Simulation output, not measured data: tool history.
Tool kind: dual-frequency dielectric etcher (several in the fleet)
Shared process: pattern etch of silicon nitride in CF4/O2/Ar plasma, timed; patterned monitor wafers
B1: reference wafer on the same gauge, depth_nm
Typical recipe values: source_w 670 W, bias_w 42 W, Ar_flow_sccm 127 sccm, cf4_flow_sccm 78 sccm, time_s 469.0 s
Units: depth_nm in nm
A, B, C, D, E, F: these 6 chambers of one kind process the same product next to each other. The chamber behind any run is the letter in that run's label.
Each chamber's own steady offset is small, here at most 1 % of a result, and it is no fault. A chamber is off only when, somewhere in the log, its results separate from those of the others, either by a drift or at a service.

Run 1C, hour 9.8: usual settings; B1 840.44. Result: depth_nm 1009.20 nm.
Run 2B, hour 14.7: usual settings; B1 840.05. Result: depth_nm 1008.90 nm.
Run 3D, hour 22.3: usual settings; B1 840.22. Result: depth_nm 999.83 nm.
Run 4F, hour 28.4: usual settings; B1 840.49. Result: depth_nm 1001.30 nm.
Run 5A, hour 36.5: usual settings; B1 840.52. Result: depth_nm 1015.80 nm.
Run 6E, hour 45.1: usual settings; B1 840.26. Result: depth_nm 1011.00 nm.
Run 7D, hour 51.7: usual settings; B1 840.70. Result: depth_nm 998.74 nm.
Run 8E, hour 57.7: usual settings; B1 840.90. Result: depth_nm 1013.20 nm.
Run 9C, hour 63.1: usual settings but source_w 720 W, Ar_flow_sccm 152 sccm; B1 840.99. Result: depth_nm 1041.50 nm.
At hour 64.9: chamber C: source power generator calibrated.
Run 10F, hour 68.7: usual settings but source_w 720 W, Ar_flow_sccm 152 sccm; B1 840.99. Result: depth_nm 1034.00 nm.
Run 11A, hour 78.1: usual settings but source_w 720 W, Ar_flow_sccm 152 sccm; B1 840.90. Result: depth_nm 1046.50 nm.
Run 12B, hour 87.1: usual settings but source_w 720 W, Ar_flow_sccm 152 sccm; B1 840.95. Result: depth_nm 1044.30 nm.
Run 13F, hour 96.9: usual settings but source_w 720 W, Ar_flow_sccm 152 sccm; B1 841.30. Result: depth_nm 1034.00 nm.
Run 14C, hour 105.1: usual settings but source_w 720 W, Ar_flow_sccm 152 sccm; B1 841.36. Result: depth_nm 1043.60 nm.
Run 15B, hour 110.3: usual settings; B1 841.24. Result: depth_nm 1010.60 nm.
At hour 118.4: chamber D: source power generator calibrated.
Run 16A, hour 118.8: usual settings; B1 841.71. Result: depth_nm 1014.60 nm.
Run 17E, hour 127.5: usual settings; B1 841.58. Result: depth_nm 1015.40 nm.
Run 18D, hour 134.3: usual settings but source_w 750 W; B1 841.58. Result: depth_nm 1103.40 nm.
Run 19F, hour 141.1: usual settings but source_w 750 W; B1 841.61. Result: depth_nm 1104.70 nm.
Run 20A, hour 148.7: usual settings but source_w 750 W; B1 841.82. Result: depth_nm 1119.70 nm.
Run 21E, hour 155.6: usual settings but source_w 750 W; B1 842.00. Result: depth_nm 1118.80 nm.
Run 22B, hour 160.3: usual settings but source_w 750 W; B1 841.70. Result: depth_nm 1112.70 nm.
Run 23C, hour 165.8: usual settings but source_w 750 W; B1 841.95. Result: depth_nm 1115.40 nm.
At hour 173.9: chamber E: wet clean of the chamber.
Run 24D, hour 175.5: usual settings; B1 842.14. Result: depth_nm 999.95 nm.
Run 25E, hour 184.4: usual settings; B1 842.47. Result: depth_nm 1013.40 nm.
Run 26A, hour 189.7: usual settings; B1 842.28. Result: depth_nm 1018.50 nm.
Run 27D, hour 195.0: usual settings; B1 842.52. Result: depth_nm 1000.50 nm.
Run 28B, hour 203.4: usual settings; B1 842.64. Result: depth_nm 1013.00 nm.
Run 29C, hour 212.7: usual settings; B1 842.56. Result: depth_nm 1009.20 nm.
Run 30F, hour 221.8: usual settings; B1 842.52. Result: depth_nm 1003.20 nm.
Run 31A, hour 231.1: usual settings; B1 842.75. Result: depth_nm 1017.90 nm.
Run 32B, hour 237.8: usual settings; B1 842.89. Result: depth_nm 1013.60 nm.
Run 33E, hour 243.2: usual settings; B1 842.72. Result: depth_nm 1014.70 nm.
At hour 245.1: chamber D: wet clean of the chamber.
At hour 245.2: chamber B: wet clean of the chamber.
Run 34C, hour 250.9: usual settings; B1 843.03. Result: depth_nm 1010.60 nm.
Run 35D, hour 255.6: usual settings but source_w 510 W, bias_w 50 W; B1 842.79. Result: depth_nm 843.26 nm.
Run 36F, hour 260.7: usual settings but source_w 510 W, bias_w 50 W; B1 843.27. Result: depth_nm 852.95 nm.
Run 37C, hour 269.8: usual settings but source_w 510 W, bias_w 50 W; B1 843.35. Result: depth_nm 851.25 nm.
Run 38B, hour 278.7: usual settings but source_w 510 W, bias_w 50 W; B1 843.50. Result: depth_nm 858.53 nm.
Run 39E, hour 288.4: usual settings but source_w 510 W, bias_w 50 W; B1 843.57. Result: depth_nm 855.87 nm.
Run 40D, hour 293.0: usual settings but source_w 510 W, bias_w 50 W; B1 843.30. Result: depth_nm 844.06 nm.

Is one chamber out of step, is the gauge drifting, or do the chambers differ by no more than their own small offsets? For an off chamber, give its letter and the likeliest cause.

No chamber is off; the gauge reading every chamber's wafers drifts, which makes the whole fleet appear to move together.
Most likely cause: gauge reads high (%) = 0.433.
